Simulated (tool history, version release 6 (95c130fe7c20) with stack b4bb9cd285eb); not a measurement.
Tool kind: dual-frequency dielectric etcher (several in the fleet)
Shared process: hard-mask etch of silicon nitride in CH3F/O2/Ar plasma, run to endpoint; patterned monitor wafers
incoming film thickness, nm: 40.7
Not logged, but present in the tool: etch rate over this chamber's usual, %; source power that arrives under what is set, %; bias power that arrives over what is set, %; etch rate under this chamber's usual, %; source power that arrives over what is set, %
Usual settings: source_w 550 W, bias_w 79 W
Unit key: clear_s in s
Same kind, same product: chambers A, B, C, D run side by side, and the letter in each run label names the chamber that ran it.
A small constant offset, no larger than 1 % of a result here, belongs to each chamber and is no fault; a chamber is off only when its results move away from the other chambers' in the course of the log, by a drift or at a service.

run	hour	source_w	bias_w	hours since the last wet clean	hours since the last source power generator calibration	hours since the last bias power generator calibration	clear_s
1A	8.3	550	79	81.6	1847.2	1689.8	51.106
2B	21.3	550	79	32.6	2672.7	213.9	50.273
3C	30.7	550	79	125.2	2265.7	515.5	50.113
4D	40.8	550	79	67.8	533.8	3792.0	50.382
5A	51.1	550	79	124.4	1890.0	1732.6	50.784
6B	60.7	550	79	72.0	2712.1	253.3	50.025
7D	68.2	550	79	95.2	561.2	3819.4	50.814
8C	80.5	550	79	175.0	2315.5	565.3	50.101
# hour 89.2: chamber C: source power generator calibrated
9A	89.7	680	79	163.0	1928.6	1771.2	46.739
10C	97.1	680	79	191.6	7.9	581.9	46.468
11B	103.6	680	79	114.9	2755.0	296.2	46.511
12D	113.1	680	79	140.1	606.1	3864.3	46.683
13D	126.0	550	79	153.0	619.0	3877.2	50.547
14B	136.5	550	79	147.8	2787.9	329.1	50.241
15A	149.5	500	79	222.8	1988.4	1831.0	53.305
16C	161.8	500	79	256.3	72.6	646.6	52.179
17B	170.1	500	79	181.4	2821.5	362.7	52.236
18A	179.4	500	79	252.7	2018.3	1860.9	52.616
19C	188.1	550	79	282.6	98.9	672.9	49.778
20D	196.2	550	79	223.2	689.2	3947.4	50.514
21D	202.1	470	97	229.1	695.1	3953.3	49.802
22C	214.4	470	97	308.9	125.2	699.2	49.503
23A	225.7	470	97	299.0	2064.6	1907.2	49.883
24B	235.7	470	97	247.0	2887.1	428.3	49.836
25C	245.3	550	79	339.8	156.1	730.1	49.926
26B	256.3	550	79	267.6	2907.7	448.9	49.705
27D	265.5	550	79	292.5	758.5	4016.7	50.444
28A	271.5	490	61	344.8	2110.4	1953.0	58.162
29C	282.9	490	61	377.4	193.7	767.7	56.819

The same settings go to every chamber for the next run, one line per chamber below. Forecast the results for each:
30A	292.4	550	79				?
30B	292.4	550	79				?
30C	292.4	550	79				?
30D	292.4	550	79				?

run	clear_s
30A	50.910
30B	50.238
30C	49.982
30D	50.251
